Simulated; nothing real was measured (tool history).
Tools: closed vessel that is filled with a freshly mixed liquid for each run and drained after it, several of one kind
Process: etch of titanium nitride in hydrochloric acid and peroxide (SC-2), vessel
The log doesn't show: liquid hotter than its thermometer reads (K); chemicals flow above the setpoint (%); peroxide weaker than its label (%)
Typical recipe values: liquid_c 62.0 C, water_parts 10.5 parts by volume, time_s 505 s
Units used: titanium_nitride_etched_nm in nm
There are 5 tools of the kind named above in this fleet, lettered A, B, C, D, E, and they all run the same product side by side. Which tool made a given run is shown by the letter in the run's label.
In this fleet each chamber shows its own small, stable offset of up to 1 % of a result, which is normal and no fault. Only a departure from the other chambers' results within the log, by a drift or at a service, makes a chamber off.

run	day	liquid_c	water_parts	time_s	hours since the thermometer was replaced	hours since the chemicals flow meter was replaced	hours since the drum of peroxide was connected	read-back film thickness of the titanium nitride reference wafer, read on the same gauge (nm)	titanium_nitride_etched_nm
1C	0.117	62.0	10.5	505	999.7	53.7	909.9	100.020	28.909
2A	0.254	62.0	10.5	505	1391.1	1977.7	495.6	99.976	28.813
3B	0.383	62.0	10.5	505	482.7	1089.6	333.3	99.985	28.759
4E	0.525	62.0	10.5	505	399.6	263.0	63.1	100.000	29.294
5D	0.667	62.0	10.5	505	1947.2	748.0	676.1	100.030	28.668
6A	0.867	62.0	10.5	505	1405.8	1992.4	510.3	99.999	28.734
7E	1.129	62.0	10.5	505	414.1	277.5	77.6	99.978	29.291
8B	1.383	62.0	10.5	505	506.7	1113.6	357.3	99.986	28.563
# day 1.433: chamber B: new drum of peroxide connected
9C	1.521	62.0	10.5	505	1033.4	87.4	943.6	99.976	28.893
10D	1.783	62.0	10.5	505	1974.0	774.8	702.9	100.000	28.728
11D	1.967	62.0	10.5	505	1978.4	779.2	707.3	99.964	28.490
12E	2.158	62.0	10.5	505	438.8	302.2	102.3	99.933	28.972
13B	2.342	62.0	10.5	505	529.7	1136.6	21.8	100.010	29.094
14A	2.600	62.0	10.5	505	1447.4	2034.0	551.9	99.995	29.091
15C	2.750	62.0	10.5	505	1062.9	116.9	973.1	100.010	28.977
16D	2.971	62.0	10.5	505	2002.5	803.3	731.4	100.020	28.800
# day 3.146: chamber D: chemicals flow meter replaced
17A	3.221	62.0	10.5	505	1462.3	2048.9	566.8	100.000	28.835
18E	3.388	62.0	10.5	620	468.3	331.7	131.8	99.994	35.462
19C	3.600	62.0	10.5	620	1083.3	137.3	993.5	99.961	35.521
20B	3.817	62.0	10.5	620	565.1	1172.0	57.2	99.971	35.876
21A	4.062	62.0	10.5	620	1482.5	2069.1	587.0	99.990	35.267
22B	4.250	62.0	10.5	620	575.5	1182.4	67.6	99.993	35.955
23D	4.392	62.0	10.5	505	2036.6	30.0	765.5	99.978	28.807
24E	4.512	62.0	10.5	505	495.3	358.7	158.8	100.040	28.875
25C	4.683	62.0	10.5	505	1109.3	163.3	1019.5	100.020	28.864
26C	4.850	62.0	10.5	505	1113.3	167.3	1023.5	99.956	28.815
27E	4.996	62.0	10.5	505	506.9	370.3	170.4	99.966	29.132
28A	5.250	71.5	13.5	505	1511.0	2097.6	615.5	100.020	41.753
29D	5.471	71.5	13.5	505	2062.5	55.9	791.4	100.030	40.774
30B	5.671	71.5	13.5	505	609.6	1216.5	101.7	100.010	42.642
31A	5.842	71.5	13.5	505	1525.2	2111.8	629.7	100.010	41.850
32E	6.054	71.5	13.5	505	532.3	395.7	195.8	99.981	41.807
33C	6.179	62.0	10.5	505	1145.2	199.2	1055.4	100.020	29.286
34D	6.421	62.0	10.5	370	2085.3	78.7	814.2	99.978	20.895
35B	6.604	62.0	10.5	370	632.0	1238.9	124.1	99.982	21.706
36E	6.821	62.0	10.5	370	550.7	414.1	214.2	100.000	21.179
37C	7.067	62.0	10.5	370	1166.5	220.5	1076.7	99.970	21.196
38B	7.262	62.0	10.5	370	647.8	1254.7	139.9	100.010	22.010
39A	7.467	62.0	10.5	505	1564.2	2150.8	668.7	100.010	28.961
40D	7.708	62.0	10.5	505	2116.2	109.6	845.1	100.040	28.639
41A	7.846	62.0	10.5	505	1573.3	2159.9	677.8	100.010	28.938
42B	8.088	70.0	10.5	295	667.6	1274.5	159.7	100.040	28.819
43E	8.312	70.0	10.5	295	586.5	449.9	250.0	100.010	27.913
44D	8.492	70.0	10.5	295	2135.0	128.4	863.9	100.020	27.126

Is one chamber off against the others, does the gauge drift, or is nothing wrong? If a chamber is off, say which, and what the likeliest cause is.

Little by little, chamber B moves away from the other chambers.
Cause: chemicals flow above the setpoint (%) = 6.18.
With only this log, it may be confused with: liquid hotter than its thermometer reads (K).

Chamber B could run next with any of the 4 candidate recipes listed below; each alters the usual settings, and their results appear as question marks. Which one brings its results back in line with what the other chambers deliver on the usual settings?
In line means no further than this from the other chambers' mean on the usual settings: titanium_nitride_etched_nm 0.600 nm
45B-1	8.683	62.0	10.5	500					?
45B-2	8.683	62.5	10.5	515					?
45B-3	8.683	62.0	10.5	510					?
45B-4	8.683	62.0	10.5	480					?

Usual-settings mean across the other chambers: titanium_nitride_etched_nm 28.878 nm
run	titanium_nitride_etched_nm
45B-1	29.978
45B-2	31.867
45B-3	30.578
45B-4	28.779
45B-4 brings the chamber back in line.
